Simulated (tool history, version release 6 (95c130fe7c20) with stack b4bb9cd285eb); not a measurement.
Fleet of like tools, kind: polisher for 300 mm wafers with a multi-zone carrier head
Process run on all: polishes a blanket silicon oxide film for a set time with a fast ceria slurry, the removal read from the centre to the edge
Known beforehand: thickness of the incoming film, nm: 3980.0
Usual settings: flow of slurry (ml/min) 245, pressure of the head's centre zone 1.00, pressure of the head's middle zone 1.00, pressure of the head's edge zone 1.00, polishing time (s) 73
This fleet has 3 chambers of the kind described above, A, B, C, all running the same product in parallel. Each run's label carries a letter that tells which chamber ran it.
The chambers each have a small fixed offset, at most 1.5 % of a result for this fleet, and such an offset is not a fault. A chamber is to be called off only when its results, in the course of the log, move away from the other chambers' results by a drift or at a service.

run	hour	flow of slurry (ml/min)	pressure of the head's centre zone	pressure of the head's middle zone	pressure of the head's edge zone	polishing time (s)	wafers polished on this pad	hours since the slurry nozzle was cleaned	hours since the centre zone pressure was calibrated	hours since the edge zone pressure was calibrated	film removed at the wafer's centre (nm)	film removed at mid-radius (nm)	film removed at the wafer's edge (nm)
1A	4.9	245	1.00	1.00	1.00	73	285	167.8	582.7	307.4	638.47	619.92	640.46
2C	11.2	245	1.00	1.00	1.00	73	387	88.4	911.3	698.6	632.13	622.69	627.75
3B	16.0	245	1.00	1.00	1.00	73	626	123.8	304.2	1185.3	623.98	639.29	620.09
4B	21.4	245	1.00	1.00	1.00	73	683	129.2	309.6	1190.7	620.52	614.75	627.64
5C	27.6	245	1.00	1.00	1.00	73	562	104.8	927.7	715.0	615.71	617.60	626.32
6A	33.4	245	0.91	1.00	1.05	73	588	196.3	611.2	335.9	578.49	626.40	644.67
7A	39.2	245	0.91	1.00	1.05	73	650	202.1	617.0	341.7	584.83	638.46	649.31
8B	43.4	245	0.91	1.00	1.05	73	918	151.2	331.6	1212.7	569.26	626.26	654.99
# hour 45.6: chamber A: worn pad replaced by a new one
# hour 47.8: chamber B: worn pad replaced by a new one
# hour 48.9: chamber A: edge zone pressure recalibrated
9C	49.1	245	1.00	1.00	1.00	73	791	126.3	949.2	736.5	610.53	625.15	633.11
10B	53.2	245	1.00	1.00	1.00	73	57	161.0	341.4	1222.5	618.70	628.88	638.16
11A	58.2	205	1.00	1.00	1.00	73	134	221.1	636.0	9.4	622.97	613.29	616.94
12C	62.0	205	1.00	1.00	1.00	73	928	139.2	962.1	749.4	592.92	602.41	603.27
13A	66.0	205	1.00	1.00	1.00	73	217	228.9	643.8	17.2	612.58	599.12	614.00
14C	72.8	245	1.00	0.91	1.09	73	1043	150.0	972.9	760.2	612.05	555.02	629.63
15B	76.6	245	1.00	0.91	1.09	73	306	184.4	364.8	1245.9	629.76	585.17	660.36
16C	82.0	245	1.00	0.91	1.09	73	1141	159.2	982.1	769.4	590.26	541.89	636.23
# hour 84.8: chamber A: slurry nozzle cleaned
17B	85.7	290	1.00	1.00	1.00	73	403	193.5	373.9	1255.0	643.62	648.25	634.04
18A	90.9	290	1.00	1.00	1.00	73	482	6.1	668.7	42.1	652.98	637.26	641.18
19B	96.8	290	1.00	1.00	1.00	73	521	204.6	385.0	1266.1	643.43	632.24	638.45
20C	102.7	245	1.00	0.96	1.06	73	1362	179.9	1002.8	790.1	590.42	567.92	608.24
21A	108.6	245	1.00	0.96	1.06	73	671	23.8	686.4	59.8	644.65	605.94	648.22
# hour 109.8: chamber A: worn pad replaced by a new one
22C	113.7	245	1.00	0.96	1.06	73	1479	190.9	1013.8	801.1	567.51	558.62	603.91
23B	116.9	245	1.00	1.00	1.00	73	735	224.7	405.1	1286.2	633.01	631.56	626.69
24A	119.9	245	1.00	1.00	1.00	73	108	35.1	697.7	71.1	646.63	629.62	630.69
25C	126.3	245	1.00	1.00	1.00	73	1613	203.5	1026.4	813.7	562.08	573.32	567.05
# hour 130.1: chamber B: worn pad replaced by a new one
26A	130.7	245	1.00	1.00	1.00	73	223	45.9	708.5	81.9	638.94	637.02	631.73
27B	133.9	245	1.00	1.00	1.00	73	41	241.7	422.1	1303.2	646.14	622.85	631.17
28C	138.2	245	1.00	1.00	1.00	73	1740	215.4	1038.3	825.6	561.99	564.13	562.86
29B	143.3	245	1.00	1.00	1.00	73	141	251.1	431.5	1312.6	628.56	630.57	634.18
30A	148.1	245	1.00	1.00	1.00	73	408	63.3	725.9	99.3	652.32	622.90	626.01
31A	154.8	245	1.00	1.00	1.00	73	479	70.0	732.6	106.0	637.53	627.11	624.80

Next, every chamber runs the same settings. What will each give?
32A	159.7	245	1.00	1.00	1.00	50					?	?	?
32B	159.7	245	1.00	1.00	1.00	50					?	?	?
32C	159.7	245	1.00	1.00	1.00	50					?	?	?

run	film removed at the wafer's centre (nm)	film removed at mid-radius (nm)	film removed at the wafer's edge (nm)
32A	436.52	428.82	429.48
32B	429.43	434.90	431.89
32C	366.49	376.13	379.70
